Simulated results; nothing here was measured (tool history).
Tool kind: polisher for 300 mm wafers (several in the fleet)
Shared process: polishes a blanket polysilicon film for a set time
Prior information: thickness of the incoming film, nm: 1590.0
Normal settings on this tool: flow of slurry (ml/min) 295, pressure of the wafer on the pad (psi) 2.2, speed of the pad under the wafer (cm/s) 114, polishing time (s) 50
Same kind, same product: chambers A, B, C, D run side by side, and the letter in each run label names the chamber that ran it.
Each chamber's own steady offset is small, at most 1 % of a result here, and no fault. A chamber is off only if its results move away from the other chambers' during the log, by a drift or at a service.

| run | hour | flow of slurry (ml/min) | pressure of the wafer on the pad (psi) | speed of the pad under the wafer (cm/s) | polishing time (s) | wafers polished on this pad | hours since the slurry nozzle was cleaned | hours since the head pressure was calibrated | film removed (nm) |
|---|---|---|---|---|---|---|---|---|---|
| 1C | 4.0 | 295 | 2.2 | 114 | 50 | 112 | 76.5 | 191.9 | 302.86 |
| 2A | 11.0 | 295 | 2.2 | 114 | 50 | 475 | 183.0 | 197.9 | 299.55 |
|  | 13.3 | chamber B: worn pad replaced by a new one |
| 3B | 17.5 | 295 | 2.2 | 114 | 50 | 57 | 130.8 | 735.7 | 307.64 |
| 4D | 24.2 | 295 | 2.2 | 114 | 50 | 529 | 412.5 | 272.0 | 300.44 |
| 5A | 31.3 | 295 | 2.2 | 114 | 50 | 752 | 203.3 | 218.2 | 303.43 |
|  | 31.7 | chamber D: worn pad replaced by a new one |
|  | 32.0 | chamber A: slurry nozzle cleaned |
| 6B | 36.3 | 295 | 1.4 | 128 | 50 | 314 | 149.6 | 754.5 | 211.52 |
| 7D | 42.5 | 295 | 1.4 | 128 | 50 | 148 | 430.8 | 290.3 | 212.35 |
| 8C | 51.3 | 295 | 1.4 | 128 | 50 | 759 | 123.8 | 239.2 | 212.67 |
|  | 57.6 | chamber A: worn pad replaced by a new one |
| 9B | 58.8 | 295 | 1.4 | 128 | 50 | 622 | 172.1 | 777.0 | 214.05 |
| 10C | 63.4 | 295 | 2.2 | 114 | 50 | 924 | 135.9 | 251.3 | 301.20 |
| 11D | 67.7 | 295 | 2.2 | 114 | 50 | 492 | 456.0 | 315.5 | 300.21 |
|  | 68.7 | chamber C: worn pad replaced by a new one |
| 12A | 73.3 | 295 | 2.2 | 114 | 63 | 215 | 41.4 | 260.2 | 382.77 |
| 13C | 78.7 | 295 | 2.2 | 114 | 63 | 137 | 151.2 | 266.6 | 373.02 |
|  | 82.6 | chamber D: worn pad replaced by a new one |
| 14B | 87.4 | 295 | 2.2 | 114 | 63 | 1012 | 200.7 | 805.6 | 380.19 |
| 15A | 92.9 | 295 | 2.2 | 114 | 63 | 482 | 61.0 | 279.8 | 386.48 |
| 16D | 98.6 | 295 | 2.2 | 114 | 50 | 218 | 486.9 | 346.4 | 297.85 |
| 17D | 105.7 | 295 | 2.2 | 114 | 50 | 315 | 494.0 | 353.5 | 304.91 |
|  | 110.3 | chamber B: worn pad replaced by a new one |
| 18C | 110.4 | 295 | 2.2 | 114 | 50 | 570 | 182.9 | 298.3 | 298.33 |
| 19B | 117.4 | 295 | 2.2 | 114 | 50 | 98 | 230.7 | 835.6 | 304.77 |
| 20A | 123.9 | 295 | 2.2 | 114 | 50 | 906 | 92.0 | 310.8 | 303.27 |
|  | 126.0 | chamber D: worn pad replaced by a new one |
| 21A | 129.3 | 295 | 2.2 | 114 | 50 | 980 | 97.4 | 316.2 | 307.19 |
|  | 132.1 | chamber C: worn pad replaced by a new one |
|  | 132.9 | chamber A: worn pad replaced by a new one |
|  | 136.5 | chamber C: head pressure recalibrated |
| 22D | 136.7 | 295 | 2.2 | 114 | 50 | 147 | 525.0 | 384.5 | 300.86 |
| 23B | 142.0 | 295 | 1.6 | 146 | 50 | 434 | 255.3 | 860.2 | 279.30 |
|  | 143.8 | chamber B: slurry nozzle cleaned |
| 24C | 148.6 | 295 | 1.6 | 146 | 50 | 225 | 221.1 | 12.2 | 276.57 |
| 25B | 154.6 | 295 | 1.6 | 146 | 50 | 606 | 10.8 | 872.8 | 279.83 |
| 26C | 160.4 | 295 | 1.6 | 146 | 50 | 387 | 232.9 | 24.0 | 279.17 |
| 27A | 164.4 | 295 | 2.2 | 114 | 50 | 431 | 132.5 | 351.3 | 304.37 |
| 28D | 171.2 | 295 | 2.2 | 114 | 50 | 618 | 559.5 | 419.0 | 303.99 |
|  | 172.7 | chamber D: worn pad replaced by a new one |
| 29B | 176.0 | 295 | 2.2 | 114 | 50 | 898 | 32.2 | 894.2 | 304.49 |
|  | 176.5 | chamber C: slurry nozzle cleaned |
| 30D | 181.7 | 295 | 2.2 | 114 | 50 | 124 | 570.0 | 429.5 | 306.26 |
|  | 184.1 | chamber D: head pressure recalibrated |
| 31A | 189.2 | 295 | 2.2 | 114 | 50 | 770 | 157.3 | 376.1 | 308.04 |
| 32C | 196.2 | 295 | 2.2 | 114 | 50 | 876 | 19.7 | 59.8 | 307.85 |
|  | 196.6 | chamber A: worn pad replaced by a new one |
|  | 198.0 | chamber C: worn pad replaced by a new one |
|  | 203.9 | chamber B: worn pad replaced by a new one |
| 33D | 204.3 | 295 | 1.9 | 114 | 59 | 432 | 592.6 | 20.3 | 306.48 |
| 34A | 212.9 | 295 | 1.9 | 114 | 59 | 223 | 181.0 | 399.8 | 314.68 |
| 35C | 218.4 | 295 | 1.9 | 114 | 59 | 279 | 41.9 | 82.0 | 303.92 |
|  | 218.8 | chamber D: worn pad replaced by a new one |
| 36B | 227.2 | 295 | 1.9 | 114 | 59 | 318 | 83.4 | 945.4 | 306.47 |
| 37D | 233.6 | 295 | 2.2 | 114 | 50 | 202 | 621.9 | 49.6 | 302.25 |

Next, all 4 chambers run the settings below, one line each with question marks for the results. What does each chamber give?
| 38A | 240.0 | 230 | 2.2 | 114 | 50 |  |  |  | ? |
| 38B | 240.0 | 230 | 2.2 | 114 | 50 |  |  |  | ? |
| 38C | 240.0 | 230 | 2.2 | 114 | 50 |  |  |  | ? |
| 38D | 240.0 | 230 | 2.2 | 114 | 50 |  |  |  | ? |

| run | film removed (nm) |
|---|---|
| 38A | 309.76 |
| 38B | 296.84 |
| 38C | 294.96 |
| 38D | 294.87 |

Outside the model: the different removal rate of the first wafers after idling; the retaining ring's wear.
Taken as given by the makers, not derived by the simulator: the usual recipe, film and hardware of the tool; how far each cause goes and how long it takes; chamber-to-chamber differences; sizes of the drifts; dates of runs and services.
